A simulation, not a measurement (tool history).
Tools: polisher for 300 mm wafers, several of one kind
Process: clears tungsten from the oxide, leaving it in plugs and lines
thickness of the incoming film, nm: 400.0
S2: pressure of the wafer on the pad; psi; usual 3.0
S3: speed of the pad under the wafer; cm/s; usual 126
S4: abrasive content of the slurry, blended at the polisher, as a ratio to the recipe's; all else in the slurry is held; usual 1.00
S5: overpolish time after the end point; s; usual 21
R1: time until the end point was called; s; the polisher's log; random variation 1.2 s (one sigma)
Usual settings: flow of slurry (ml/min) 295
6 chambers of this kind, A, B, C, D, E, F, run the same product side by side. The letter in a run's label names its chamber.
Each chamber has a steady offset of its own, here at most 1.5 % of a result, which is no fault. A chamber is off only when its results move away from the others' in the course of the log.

{"run": "1E", "hour": 6.0, "flow of slurry (ml/min)": 295, "S2": 3.0, "S3": 126, "S4": 1.0, "S5": 21, "R1": 93.514}
{"hour": 10.2, "done": "chamber D: slurry blender recalibrated"}
{"run": "2D", "hour": 12.6, "flow of slurry (ml/min)": 295, "S2": 3.0, "S3": 126, "S4": 1.0, "S5": 21, "R1": 92.515}
{"hour": 17.0, "done": "chamber C: slurry nozzle cleaned"}
{"run": "3B", "hour": 19.2, "flow of slurry (ml/min)": 295, "S2": 3.0, "S3": 126, "S4": 1.0, "S5": 21, "R1": 94.006}
{"hour": 23.6, "done": "chamber F: slurry tank refilled with fresh slurry and peroxide"}
{"hour": 23.9, "done": "chamber D: slurry tank refilled with fresh slurry and peroxide"}
{"run": "4F", "hour": 25.5, "flow of slurry (ml/min)": 295, "S2": 3.0, "S3": 126, "S4": 1.0, "S5": 21, "R1": 92.685}
{"hour": 30.0, "done": "chamber A: worn pad replaced by a new one"}
{"run": "5C", "hour": 36.2, "flow of slurry (ml/min)": 295, "S2": 3.0, "S3": 126, "S4": 1.0, "S5": 21, "R1": 92.354}
{"run": "6A", "hour": 42.0, "flow of slurry (ml/min)": 295, "S2": 3.0, "S3": 126, "S4": 1.0, "S5": 21, "R1": 91.623}
{"hour": 46.1, "done": "chamber C: slurry blender recalibrated"}
{"run": "7A", "hour": 47.3, "flow of slurry (ml/min)": 295, "S2": 3.0, "S3": 126, "S4": 1.0, "S5": 21, "R1": 94.242}
{"hour": 50.3, "done": "chamber F: worn pad replaced by a new one"}
{"run": "8D", "hour": 54.7, "flow of slurry (ml/min)": 295, "S2": 3.0, "S3": 126, "S4": 1.0, "S5": 21, "R1": 92.571}
{"hour": 57.3, "done": "chamber B: slurry tank refilled with fresh slurry and peroxide"}
{"hour": 58.7, "done": "chamber A: slurry tank refilled with fresh slurry and peroxide"}
{"run": "9C", "hour": 62.6, "flow of slurry (ml/min)": 295, "S2": 3.0, "S3": 126, "S4": 1.0, "S5": 21, "R1": 93.203}
{"hour": 65.6, "done": "chamber B: worn pad replaced by a new one"}
{"hour": 66.0, "done": "chamber C: slurry tank refilled with fresh slurry and peroxide"}
{"run": "10E", "hour": 67.5, "flow of slurry (ml/min)": 230, "S2": 3.0, "S3": 126, "S4": 1.25, "S5": 21, "R1": 90.066}
{"run": "11B", "hour": 72.9, "flow of slurry (ml/min)": 230, "S2": 3.0, "S3": 126, "S4": 1.25, "S5": 21, "R1": 91.255}
{"hour": 78.2, "done": "chamber E: worn pad replaced by a new one"}
{"run": "12F", "hour": 79.7, "flow of slurry (ml/min)": 230, "S2": 3.0, "S3": 126, "S4": 1.25, "S5": 21, "R1": 90.393}
{"run": "13B", "hour": 89.6, "flow of slurry (ml/min)": 230, "S2": 3.0, "S3": 126, "S4": 1.25, "S5": 21, "R1": 90.811}
{"run": "14D", "hour": 95.3, "flow of slurry (ml/min)": 230, "S2": 3.0, "S3": 126, "S4": 1.25, "S5": 21, "R1": 89.686}
{"hour": 97.6, "done": "chamber D: slurry tank refilled with fresh slurry and peroxide"}
{"hour": 105.4, "done": "chamber A: slurry nozzle cleaned"}
{"run": "15E", "hour": 105.8, "flow of slurry (ml/min)": 230, "S2": 3.0, "S3": 126, "S4": 1.25, "S5": 21, "R1": 88.365}
{"hour": 107.0, "done": "chamber D: worn pad replaced by a new one"}
{"hour": 109.8, "done": "chamber A: slurry blender recalibrated"}
{"hour": 112.1, "done": "chamber F: slurry tank refilled with fresh slurry and peroxide"}
{"run": "16C", "hour": 112.5, "flow of slurry (ml/min)": 295, "S2": 3.0, "S3": 126, "S4": 1.0, "S5": 21, "R1": 93.508}
{"run": "17F", "hour": 121.6, "flow of slurry (ml/min)": 295, "S2": 3.0, "S3": 126, "S4": 1.0, "S5": 21, "R1": 91.787}
{"run": "18A", "hour": 127.9, "flow of slurry (ml/min)": 295, "S2": 3.0, "S3": 126, "S4": 1.0, "S5": 21, "R1": 92.788}
{"hour": 129.6, "done": "chamber A: slurry tank refilled with fresh slurry and peroxide"}
{"run": "19E", "hour": 137.8, "flow of slurry (ml/min)": 295, "S2": 3.0, "S3": 126, "S4": 1.2, "S5": 21, "R1": 91.498}
{"run": "20D", "hour": 147.9, "flow of slurry (ml/min)": 295, "S2": 3.0, "S3": 126, "S4": 1.2, "S5": 21, "R1": 86.004}
{"run": "21F", "hour": 157.0, "flow of slurry (ml/min)": 295, "S2": 3.0, "S3": 126, "S4": 1.2, "S5": 21, "R1": 86.715}
{"hour": 158.3, "done": "chamber B: slurry tank refilled with fresh slurry and peroxide"}
{"hour": 159.2, "done": "chamber F: worn pad replaced by a new one"}
{"run": "22C", "hour": 163.0, "flow of slurry (ml/min)": 295, "S2": 3.0, "S3": 126, "S4": 1.2, "S5": 21, "R1": 90.655}
{"hour": 164.8, "done": "chamber B: worn pad replaced by a new one"}
{"run": "23A", "hour": 169.2, "flow of slurry (ml/min)": 295, "S2": 3.0, "S3": 126, "S4": 1.2, "S5": 21, "R1": 89.512}
{"hour": 173.9, "done": "chamber D: slurry tank refilled with fresh slurry and peroxide"}
{"run": "24B", "hour": 176.8, "flow of slurry (ml/min)": 295, "S2": 3.0, "S3": 126, "S4": 1.2, "S5": 21, "R1": 89.282}
{"run": "25E", "hour": 181.8, "flow of slurry (ml/min)": 295, "S2": 3.0, "S3": 126, "S4": 1.0, "S5": 21, "R1": 97.741}
{"run": "26C", "hour": 189.0, "flow of slurry (ml/min)": 295, "S2": 3.0, "S3": 126, "S4": 1.0, "S5": 21, "R1": 93.234}
{"hour": 190.4, "done": "chamber E: worn pad replaced by a new one"}
{"run": "27F", "hour": 193.9, "flow of slurry (ml/min)": 295, "S2": 3.0, "S3": 126, "S4": 1.0, "S5": 21, "R1": 91.874}
{"run": "28A", "hour": 198.7, "flow of slurry (ml/min)": 295, "S2": 3.0, "S3": 126, "S4": 1.0, "S5": 21, "R1": 93.488}
{"hour": 204.8, "done": "chamber A: slurry tank refilled with fresh slurry and peroxide"}
{"hour": 205.5, "done": "chamber D: slurry blender recalibrated"}
{"run": "29B", "hour": 207.1, "flow of slurry (ml/min)": 295, "S2": 3.5, "S3": 126, "S4": 1.0, "S5": 13, "R1": 80.085}
{"run": "30D", "hour": 213.2, "flow of slurry (ml/min)": 295, "S2": 3.5, "S3": 126, "S4": 1.0, "S5": 13, "R1": 80.798}
{"hour": 216.9, "done": "chamber C: worn pad replaced by a new one"}
{"hour": 222.4, "done": "chamber F: slurry tank refilled with fresh slurry and peroxide"}
{"run": "31C", "hour": 222.7, "flow of slurry (ml/min)": 295, "S2": 3.5, "S3": 126, "S4": 1.0, "S5": 13, "R1": 80.465}
{"run": "32B", "hour": 230.6, "flow of slurry (ml/min)": 295, "S2": 3.5, "S3": 126, "S4": 1.0, "S5": 13, "R1": 80.664}
{"hour": 230.8, "done": "chamber D: worn pad replaced by a new one"}
{"run": "33E", "hour": 237.7, "flow of slurry (ml/min)": 295, "S2": 3.5, "S3": 126, "S4": 1.0, "S5": 13, "R1": 88.609}
{"hour": 245.0, "done": "chamber A: worn pad replaced by a new one"}
{"hour": 245.7, "done": "chamber D: slurry tank refilled with fresh slurry and peroxide"}
{"run": "34A", "hour": 246.7, "flow of slurry (ml/min)": 295, "S2": 3.5, "S3": 126, "S4": 1.0, "S5": 13, "R1": 78.592}
{"hour": 254.6, "done": "chamber F: worn pad replaced by a new one"}
{"run": "35F", "hour": 255.1, "flow of slurry (ml/min)": 295, "S2": 3.0, "S3": 126, "S4": 1.0, "S5": 21, "R1": 94.716}
{"run": "36D", "hour": 263.6, "flow of slurry (ml/min)": 295, "S2": 3.0, "S3": 126, "S4": 1.0, "S5": 21, "R1": 91.082}
{"run": "37D", "hour": 272.3, "flow of slurry (ml/min)": 295, "S2": 3.0, "S3": 126, "S4": 1.0, "S5": 26, "R1": 91.46}

All 6 chambers run these settings next. Forecast each chamber's results:
{"run": "38A", "hour": 280.1, "flow of slurry (ml/min)": 295, "S2": 3.5, "S3": 126, "S4": 1.0, "S5": 21, "R1": "?"}
{"run": "38B", "hour": 280.1, "flow of slurry (ml/min)": 295, "S2": 3.5, "S3": 126, "S4": 1.0, "S5": 21, "R1": "?"}
{"run": "38C", "hour": 280.1, "flow of slurry (ml/min)": 295, "S2": 3.5, "S3": 126, "S4": 1.0, "S5": 21, "R1": "?"}
{"run": "38D", "hour": 280.1, "flow of slurry (ml/min)": 295, "S2": 3.5, "S3": 126, "S4": 1.0, "S5": 21, "R1": "?"}
{"run": "38E", "hour": 280.1, "flow of slurry (ml/min)": 295, "S2": 3.5, "S3": 126, "S4": 1.0, "S5": 21, "R1": "?"}
{"run": "38F", "hour": 280.1, "flow of slurry (ml/min)": 295, "S2": 3.5, "S3": 126, "S4": 1.0, "S5": 21, "R1": "?"}

run=38A R1=81.880
run=38B R1=79.599
run=38C R1=80.038
run=38D R1=78.190
run=38E R1=90.420
run=38F R1=78.225
